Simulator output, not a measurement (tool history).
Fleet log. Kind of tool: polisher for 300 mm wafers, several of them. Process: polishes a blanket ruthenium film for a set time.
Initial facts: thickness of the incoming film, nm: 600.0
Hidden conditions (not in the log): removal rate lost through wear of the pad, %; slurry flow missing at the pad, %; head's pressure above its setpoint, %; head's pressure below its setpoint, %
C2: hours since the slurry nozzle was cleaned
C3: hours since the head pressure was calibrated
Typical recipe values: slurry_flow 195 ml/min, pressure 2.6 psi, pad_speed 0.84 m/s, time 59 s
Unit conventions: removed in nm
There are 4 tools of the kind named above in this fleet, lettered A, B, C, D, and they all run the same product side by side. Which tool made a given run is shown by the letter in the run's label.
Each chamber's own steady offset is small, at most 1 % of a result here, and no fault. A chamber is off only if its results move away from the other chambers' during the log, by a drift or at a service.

Run 1C, hour 6.6: usual settings; wafers polished on this pad 254; C2 223; C3 194.5. Result: removed 62.265 nm.
Run 2D, hour 9.7: usual settings; wafers polished on this pad 568; C2 36.4; C3 856.8. Result: removed 62.439 nm.
Run 3A, hour 16: usual settings; wafers polished on this pad 288; C2 23.7; C3 152.7. Result: removed 61.863 nm.
Run 4B, hour 20.8: usual settings; wafers polished on this pad 275; C2 313.9; C3 111.1. Result: removed 60.994 nm.
Run 5A, hour 25.4: usual settings but pressure 2.9 psi; wafers polished on this pad 392; C2 33.1; C3 162.1. Result: removed 68.304 nm.
Run 6D, hour 29.7: usual settings but pressure 2.9 psi; wafers polished on this pad 791; C2 56.4; C3 876.8. Result: removed 68.324 nm.
Run 7B, hour 33.2: usual settings but pressure 2.9 psi; wafers polished on this pad 413; C2 326.3; C3 123.5. Result: removed 68.084 nm.
Run 8C, hour 38.5: usual settings but pressure 2.9 psi; wafers polished on this pad 609; C2 254.9; C3 226.4. Result: removed 67.503 nm.
Run 9B, hour 43: usual settings; wafers polished on this pad 522; C2 336.1; C3 133.3. Result: removed 61.708 nm.
At hour 45.7: chamber C: worn pad replaced by a new one.
Run 10C, hour 46.8: usual settings; wafers polished on this pad 12; C2 263.2; C3 234.7. Result: removed 61.509 nm.
At hour 49.7: chamber B: slurry nozzle cleaned.
Run 11A, hour 53.2: usual settings; wafers polished on this pad 702; C2 60.9; C3 189.9. Result: removed 62.294 nm.
Run 12D, hour 56.8: usual settings; wafers polished on this pad 1093; C2 83.5; C3 903.9. Result: removed 61.415 nm.
Run 13D, hour 60.2: usual settings; wafers polished on this pad 1131; C2 86.9; C3 907.3. Result: removed 61.19 nm.
Run 14B, hour 66.8: usual settings; wafers polished on this pad 787; C2 17.2; C3 157.1. Result: removed 61.282 nm.
Run 15C, hour 70.8: usual settings; wafers polished on this pad 279; C2 287.2; C3 258.7. Result: removed 61.856 nm.
At hour 72.1: chamber D: worn pad replaced by a new one.
Run 16A, hour 73.9: usual settings; wafers polished on this pad 933; C2 81.6; C3 210.6. Result: removed 61.283 nm.
Run 17D, hour 79.4: usual settings; wafers polished on this pad 82; C2 106.1; C3 926.5. Result: removed 60.136 nm.
At hour 79.5: chamber C: slurry nozzle cleaned.
At hour 80.8: chamber A: worn pad replaced by a new one.
Run 18B, hour 84.2: usual settings; wafers polished on this pad 981; C2 34.6; C3 174.5. Result: removed 60.903 nm.
At hour 84.9: chamber B: worn pad replaced by a new one.
Run 19C, hour 89.4: usual settings; wafers polished on this pad 486; C2 10; C3 277.3. Result: removed 61.387 nm.
Run 20A, hour 92.5: usual settings; wafers polished on this pad 130; C2 100.2; C3 229.2. Result: removed 62.097 nm.
Run 21C, hour 96.2: usual settings; wafers polished on this pad 562; C2 16.8; C3 284.1. Result: removed 62.038 nm.
Run 22A, hour 101: usual settings; wafers polished on this pad 225; C2 108.7; C3 237.7. Result: removed 61.67 nm.
Run 23B, hour 104.8: usual settings but slurry_flow 225 ml/min, time 68 s; wafers polished on this pad 222; C2 55.2; C3 195.1. Result: removed 72.86 nm.
At hour 105.8: chamber C: worn pad replaced by a new one.
Run 24D, hour 109.3: usual settings but slurry_flow 225 ml/min, time 68 s; wafers polished on this pad 415; C2 136; C3 956.4. Result: removed 70.073 nm.
Run 25D, hour 113.4: usual settings but slurry_flow 225 ml/min, time 68 s; wafers polished on this pad 460; C2 140.1; C3 960.5. Result: removed 71.378 nm.
Run 26B, hour 116.9: usual settings but slurry_flow 225 ml/min, time 68 s; wafers polished on this pad 357; C2 67.3; C3 207.2. Result: removed 71.771 nm.
Run 27C, hour 123.4: usual settings; wafers polished on this pad 196; C2 44; C3 311.3. Result: removed 61.837 nm.
Run 28A, hour 129.6: usual settings; wafers polished on this pad 543; C2 137.3; C3 266.3. Result: removed 61.065 nm.
Run 29A, hour 135.8: usual settings; wafers polished on this pad 612; C2 143.5; C3 272.5. Result: removed 61.301 nm.
Run 30D, hour 139.6: usual settings; wafers polished on this pad 752; C2 166.3; C3 986.7. Result: removed 59.802 nm.

Read the log: is a single chamber off, either drifting away or since a service, is the gauge that measures every chamber drifting, or is nothing wrong beyond small per-chamber offsets? Name any odd chamber and what most likely caused it.

Little by little, chamber D moves away from the other chambers.
What lies behind it: head's pressure below its setpoint, % = 4.02.
The log may not separate it from: slurry flow missing at the pad, %.

Here are 4 candidates for chamber D's next run, each the usual settings with a change, their results left as question marks. Which one brings its results back in line with what the others give on the usual settings?
In line means no further than this from the other chambers' mean on the usual settings: removed 1.4 nm
Run 31D-1, hour 144.6: usual settings but pad_speed 0.82 m/s, time 58 s. Result: removed ?.
Run 31D-2, hour 144.6: usual settings but pad_speed 0.86 m/s, time 60 s. Result: removed ?.
Run 31D-3, hour 144.6: usual settings but time 55 s. Result: removed ?.
Run 31D-4, hour 144.6: usual settings but pressure 2.7 psi, pad_speed 0.88 m/s. Result: removed ?.

The other chambers' mean on the usual settings: removed 61.409 nm
  run  removed
31D-1   57.076
31D-2   61.932
31D-3   55.447
31D-4    64.72
31D-2 is the one that brings the chamber's results back in line with the other chambers.
